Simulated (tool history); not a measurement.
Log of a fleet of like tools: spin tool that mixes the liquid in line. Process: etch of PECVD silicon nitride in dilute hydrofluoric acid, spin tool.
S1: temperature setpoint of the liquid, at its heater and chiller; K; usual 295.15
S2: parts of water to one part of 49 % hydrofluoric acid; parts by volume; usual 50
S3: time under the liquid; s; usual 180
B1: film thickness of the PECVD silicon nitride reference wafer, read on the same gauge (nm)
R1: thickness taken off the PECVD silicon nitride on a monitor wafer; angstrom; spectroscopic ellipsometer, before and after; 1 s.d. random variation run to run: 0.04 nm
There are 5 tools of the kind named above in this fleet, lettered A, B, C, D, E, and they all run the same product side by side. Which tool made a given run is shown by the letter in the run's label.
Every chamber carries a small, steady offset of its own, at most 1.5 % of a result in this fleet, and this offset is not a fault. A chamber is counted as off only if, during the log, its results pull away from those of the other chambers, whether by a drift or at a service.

{"hour": 7.6, "done": "chamber E: hydrofluoric acid flow meter replaced"}
{"run": "1C", "hour": 8.6, "S1": 295.15, "S2": 50, "S3": 180, "B1": 99.992, "R1": 57.484}
{"run": "2B", "hour": 17.8, "S1": 295.15, "S2": 50, "S3": 180, "B1": 99.997, "R1": 59.033}
{"run": "3D", "hour": 31.2, "S1": 295.15, "S2": 50, "S3": 180, "B1": 100.01, "R1": 57.694}
{"run": "4E", "hour": 46.0, "S1": 295.15, "S2": 50, "S3": 180, "B1": 100.01, "R1": 57.489}
{"run": "5A", "hour": 53.7, "S1": 295.15, "S2": 50, "S3": 180, "B1": 100.0, "R1": 58.323}
{"run": "6E", "hour": 62.8, "S1": 295.15, "S2": 50, "S3": 180, "B1": 100.01, "R1": 57.225}
{"run": "7D", "hour": 75.8, "S1": 295.15, "S2": 50, "S3": 180, "B1": 99.991, "R1": 58.514}
{"run": "8C", "hour": 86.6, "S1": 295.15, "S2": 50, "S3": 180, "B1": 99.991, "R1": 58.618}
{"run": "9B", "hour": 96.6, "S1": 295.15, "S2": 50, "S3": 180, "B1": 99.979, "R1": 58.259}
{"run": "10A", "hour": 106.9, "S1": 295.15, "S2": 50, "S3": 180, "B1": 100.02, "R1": 57.849}
{"run": "11A", "hour": 115.4, "S1": 296.65, "S2": 50, "S3": 250, "B1": 99.984, "R1": 89.202}
{"run": "12D", "hour": 122.7, "S1": 296.65, "S2": 50, "S3": 250, "B1": 99.984, "R1": 88.742}
{"run": "13B", "hour": 136.6, "S1": 296.65, "S2": 50, "S3": 250, "B1": 99.986, "R1": 91.316}
{"hour": 140.9, "done": "chamber A: thermometer replaced"}
{"run": "14E", "hour": 145.8, "S1": 296.65, "S2": 50, "S3": 250, "B1": 100.01, "R1": 88.946}
{"run": "15C", "hour": 160.9, "S1": 296.65, "S2": 50, "S3": 250, "B1": 99.985, "R1": 90.795}
{"run": "16E", "hour": 171.1, "S1": 295.15, "S2": 50, "S3": 180, "B1": 100.01, "R1": 57.309}
{"run": "17D", "hour": 180.5, "S1": 295.15, "S2": 50, "S3": 180, "B1": 99.977, "R1": 57.502}
{"run": "18A", "hour": 194.1, "S1": 295.15, "S2": 50, "S3": 180, "B1": 100.0, "R1": 58.23}
{"run": "19B", "hour": 205.5, "S1": 295.15, "S2": 50, "S3": 180, "B1": 99.981, "R1": 60.138}
{"run": "20C", "hour": 214.4, "S1": 295.15, "S2": 50, "S3": 180, "B1": 99.996, "R1": 57.508}
{"run": "21C", "hour": 228.7, "S1": 292.65, "S2": 50, "S3": 180, "B1": 99.992, "R1": 48.963}
{"run": "22A", "hour": 241.1, "S1": 292.65, "S2": 50, "S3": 180, "B1": 100.02, "R1": 48.965}
{"run": "23B", "hour": 248.9, "S1": 292.65, "S2": 50, "S3": 180, "B1": 99.971, "R1": 50.989}
{"run": "24E", "hour": 257.2, "S1": 292.65, "S2": 50, "S3": 180, "B1": 99.998, "R1": 48.632}
{"run": "25D", "hour": 266.7, "S1": 292.65, "S2": 50, "S3": 180, "B1": 99.974, "R1": 48.976}
{"run": "26C", "hour": 274.9, "S1": 295.15, "S2": 50, "S3": 180, "B1": 100.02, "R1": 58.028}
{"run": "27B", "hour": 288.0, "S1": 295.15, "S2": 50, "S3": 180, "B1": 99.995, "R1": 60.85}
{"run": "28A", "hour": 300.3, "S1": 295.15, "S2": 50, "S3": 180, "B1": 99.994, "R1": 58.434}
{"run": "29D", "hour": 308.4, "S1": 295.15, "S2": 50, "S3": 180, "B1": 99.995, "R1": 57.832}
{"run": "30E", "hour": 316.2, "S1": 295.15, "S2": 50, "S3": 180, "B1": 99.989, "R1": 57.351}
{"run": "31B", "hour": 324.1, "S1": 295.15, "S2": 50, "S3": 180, "B1": 100.02, "R1": 61.694}
{"run": "32C", "hour": 333.3, "S1": 295.15, "S2": 50, "S3": 150, "B1": 99.991, "R1": 48.642}
{"run": "33E", "hour": 341.0, "S1": 295.15, "S2": 50, "S3": 150, "B1": 99.998, "R1": 48.251}

One chamber off, gauge drift, or nothing amiss beyond the chambers' own small offsets? If it is a chamber, which one, and what is the likeliest cause?

Little by little, chamber B moves away from the other chambers.
Cause: hydrofluoric acid flow above the setpoint (%) = 8.02.
The log may not separate it from: liquid hotter than its thermometer reads (K).

Which of the 4 candidates below, each the usual settings with something changed and its results left as question marks, puts chamber B back in line with what the other chambers give on the usual settings?
To be in line, a result may differ from the other chambers' mean on the usual settings by at most: R1 1.400 angstrom
{"run": "34B-1", "hour": 351.8, "S1": 295.15, "S2": 50, "S3": 195, "R1": "?"}
{"run": "34B-2", "hour": 351.8, "S1": 294.65, "S2": 50, "S3": 160, "R1": "?"}
{"run": "34B-3", "hour": 351.8, "S1": 294.65, "S2": 50, "S3": 170, "R1": "?"}
{"run": "34B-4", "hour": 351.8, "S1": 295.65, "S2": 45, "S3": 180, "R1": "?"}

What the other chambers average on the usual settings: R1 57.952 angstrom
run=34B-1 R1=68.226
run=34B-2 R1=54.091
run=34B-3 R1=57.472
run=34B-4 R1=72.283
Change 34B-3 lands the chamber within the allowed miss of the other chambers.

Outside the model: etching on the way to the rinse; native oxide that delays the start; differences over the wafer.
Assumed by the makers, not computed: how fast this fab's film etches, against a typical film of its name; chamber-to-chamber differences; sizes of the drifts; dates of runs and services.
